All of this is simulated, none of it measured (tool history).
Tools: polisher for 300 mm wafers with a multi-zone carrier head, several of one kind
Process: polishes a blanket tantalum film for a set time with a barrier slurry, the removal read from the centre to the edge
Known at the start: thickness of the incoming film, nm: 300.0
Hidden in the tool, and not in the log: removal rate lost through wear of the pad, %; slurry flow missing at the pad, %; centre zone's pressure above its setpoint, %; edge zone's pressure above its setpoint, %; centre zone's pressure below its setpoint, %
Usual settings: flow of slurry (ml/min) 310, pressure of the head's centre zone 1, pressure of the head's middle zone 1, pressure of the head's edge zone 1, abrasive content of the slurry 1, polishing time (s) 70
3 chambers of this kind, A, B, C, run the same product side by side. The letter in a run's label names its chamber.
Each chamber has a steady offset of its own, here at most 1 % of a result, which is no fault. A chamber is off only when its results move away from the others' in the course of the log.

| run | hour | flow of slurry (ml/min) | pressure of the head's centre zone | pressure of the head's middle zone | pressure of the head's edge zone | abrasive content of the slurry | polishing time (s) | wafers polished on this pad | hours since the slurry nozzle was cleaned | hours since the centre zone pressure was calibrated | hours since the edge zone pressure was calibrated | film removed at the wafer's centre (angstrom) | film removed at mid-radius (angstrom) | film removed at the wafer's edge (angstrom) |
|---|---|---|---|---|---|---|---|---|---|---|---|---|---|---|
| 1C | 5.7 | 310 | 1 | 1 | 1 | 1 | 70 | 182 | 45.3 | 84.4 | 1099.8 | 1017.7 | 1014.7 | 1012 |
| 2A | 9.8 | 310 | 1 | 1 | 1 | 1 | 70 | 840 | 80.7 | 299 | 323.1 | 1039.8 | 1023.1 | 1010.2 |
| 3B | 13.9 | 310 | 1 | 1 | 1 | 1 | 70 | 611 | 117.6 | 153.3 | 393.8 | 1024.8 | 1030.6 | 1034.1 |
| 4A | 19.3 | 310 | 1 | 1 | 1 | 1 | 70 | 974 | 90.2 | 308.5 | 332.6 | 1032.4 | 1031.2 | 1019.6 |
| 5C | 22.9 | 310 | 1 | 1 | 1 | 1 | 70 | 425 | 62.5 | 101.6 | 1117 | 1015.7 | 1013.5 | 1030.2 |
| 6B | 28.9 | 310 | 1 | 1 | 1 | 1 | 70 | 823 | 132.6 | 168.3 | 408.8 | 1008.8 | 1019.1 | 1026.3 |
| 7B | 33.2 | 310 | 1 | 1 | 1 | 1 | 70 | 884 | 136.9 | 172.6 | 413.1 | 1016.5 | 1015.6 | 1020 |
| 8C | 36.2 | 310 | 1 | 1 | 1 | 1 | 70 | 613 | 75.8 | 114.9 | 1130.3 | 1041.9 | 992.2 | 1014.1 |
| 9A | 39 | 310 | 1 | 1 | 1 | 1 | 70 | 1253 | 109.9 | 328.2 | 352.3 | 1005.1 | 1013.9 | 1006.4 |
| 10A | 45.1 | 310 | 1 | 1 | 1 | 1 | 70 | 1339 | 116 | 334.3 | 358.4 | 1026.9 | 1018.2 | 1002.4 |
| 11B | 49.9 | 310 | 1 | 1 | 1 | 1 | 70 | 1120 | 153.6 | 189.3 | 429.8 | 1026 | 1028.6 | 1038.6 |
| 12C | 55.9 | 310 | 1 | 1 | 1 | 1 | 70 | 891 | 95.5 | 134.6 | 1150 | 1018.6 | 997.55 | 1025.4 |
| 13B | 60.2 | 310 | 1 | 1 | 1 | 1 | 70 | 1265 | 163.9 | 199.6 | 440.1 | 1022.9 | 1019.3 | 1023 |
| 14A | 66.3 | 310 | 1 | 1 | 1 | 1 | 70 | 1638 | 137.2 | 355.5 | 379.6 | 994.72 | 1021.8 | 1023 |
| 15C | 72.2 | 310 | 1 | 1 | 1 | 1 | 70 | 1122 | 111.8 | 150.9 | 1166.3 | 1034.1 | 998.32 | 1012.6 |
| 16B | 76.8 | 310 | 1 | 1 | 1 | 1 | 70 | 1500 | 180.5 | 216.2 | 456.7 | 1012.2 | 1026.6 | 1006.8 |
|  | 77.4 | chamber B: worn pad replaced by a new one |
| 17A | 80.8 | 310 | 1 | 1 | 1 | 1 | 70 | 1843 | 151.7 | 370 | 394.1 | 1011.6 | 1019.1 | 1019.7 |
| 18C | 86.8 | 310 | 1 | 1 | 1 | 1 | 70 | 1328 | 126.4 | 165.5 | 1180.9 | 1020.6 | 1010.7 | 1001.3 |
|  | 88.9 | chamber C: worn pad replaced by a new one |
| 19C | 89.9 | 310 | 1 | 1 | 1 | 0.9 | 70 | 15 | 129.5 | 168.6 | 1184 | 986.83 | 976.93 | 972.81 |
| 20A | 96.1 | 310 | 1 | 1 | 1 | 0.9 | 70 | 2059 | 167 | 385.3 | 409.4 | 983.22 | 968 | 961.24 |
| 21B | 98.9 | 310 | 1 | 1 | 1 | 0.9 | 70 | 304 | 202.6 | 238.3 | 478.8 | 973.13 | 1008.2 | 980.3 |
| 22A | 102.9 | 310 | 1 | 1 | 1 | 1 | 70 | 2155 | 173.8 | 392.1 | 416.2 | 1015.1 | 994.65 | 986.24 |
| 23C | 109.1 | 310 | 1 | 1 | 1 | 1 | 70 | 286 | 148.7 | 187.8 | 1203.2 | 1031.1 | 1010.1 | 1023.4 |
| 24B | 112.5 | 310 | 1 | 1 | 1 | 1 | 70 | 496 | 216.2 | 251.9 | 492.4 | 1000.9 | 1010.4 | 1019.3 |
| 25C | 115.5 | 310 | 1 | 1 | 1 | 1 | 70 | 377 | 155.1 | 194.2 | 1209.6 | 1023.9 | 1013.3 | 990.53 |
|  | 120.2 | chamber B: slurry nozzle cleaned |
| 26B | 120.7 | 310 | 1 | 1 | 1 | 1 | 70 | 612 | 0.6 | 260.1 | 500.6 | 1026.6 | 1019.8 | 996.43 |
| 27A | 126.3 | 310 | 1 | 0.89 | 1 | 0.9 | 70 | 2486 | 197.2 | 415.5 | 439.6 | 973.52 | 852.38 | 930.89 |
| 28C | 130 | 310 | 1 | 0.89 | 1 | 0.9 | 70 | 581 | 169.6 | 208.7 | 1224.1 | 968.01 | 890.97 | 989.95 |
| 29A | 133.7 | 310 | 1 | 0.89 | 1 | 0.9 | 70 | 2591 | 204.6 | 422.9 | 447 | 958.39 | 852.94 | 950.36 |
| 30B | 139.9 | 310 | 1 | 1 | 1 | 1 | 61 | 884 | 19.8 | 279.3 | 519.8 | 884.05 | 895.84 | 913.62 |
| 31A | 145.9 | 310 | 1 | 1 | 1 | 1 | 61 | 2763 | 216.8 | 435.1 | 459.2 | 840.01 | 842.62 | 832.19 |
| 32B | 152 | 310 | 1 | 1 | 1 | 1 | 61 | 1055 | 31.9 | 291.4 | 531.9 | 886.63 | 888.05 | 893.71 |
| 33C | 155.1 | 310 | 1 | 1 | 1 | 1 | 70 | 936 | 194.7 | 233.8 | 1249.2 | 1018.9 | 1011.1 | 1016.7 |
| 34B | 159 | 310 | 1 | 1 | 1 | 1 | 70 | 1153 | 38.9 | 298.4 | 538.9 | 1005.4 | 1026.1 | 1001.8 |
|  | 160.3 | chamber B: worn pad replaced by a new one |
| 35C | 163.7 | 310 | 1 | 1 | 1 | 1 | 70 | 1058 | 203.3 | 242.4 | 1257.8 | 1027.9 | 1007.9 | 1003.2 |
| 36A | 167.6 | 310 | 1 | 0.91 | 1 | 1 | 70 | 3070 | 238.5 | 456.8 | 480.9 | 952.95 | 874.94 | 957.37 |
| 37C | 171 | 310 | 1 | 0.91 | 1 | 1 | 70 | 1161 | 210.6 | 249.7 | 1265.1 | 1012.5 | 928 | 1015 |
| 38B | 176 | 310 | 1 | 0.91 | 1 | 1 | 70 | 223 | 55.9 | 315.4 | 555.9 | 1001.8 | 938.28 | 1039.7 |
| 39A | 180.7 | 310 | 1 | 1 | 1 | 1 | 70 | 3255 | 251.6 | 469.9 | 494 | 955.66 | 953.33 | 935.24 |

Next, every chamber runs the same settings. What will each give?
| 40A | 185.3 | 310 | 1 | 1.04 | 1 | 1 | 70 |  |  |  |  | ? | ? | ? |
| 40B | 185.3 | 310 | 1 | 1.04 | 1 | 1 | 70 |  |  |  |  | ? | ? | ? |
| 40C | 185.3 | 310 | 1 | 1.04 | 1 | 1 | 70 |  |  |  |  | ? | ? | ? |

| run | film removed at the wafer's centre (angstrom) | film removed at mid-radius (angstrom) | film removed at the wafer's edge (angstrom) |
|---|---|---|---|
| 40A | 935.93 | 991.76 | 944.28 |
| 40B | 1032.5 | 1065.3 | 998.9 |
| 40C | 1007.2 | 1037.9 | 1019.4 |
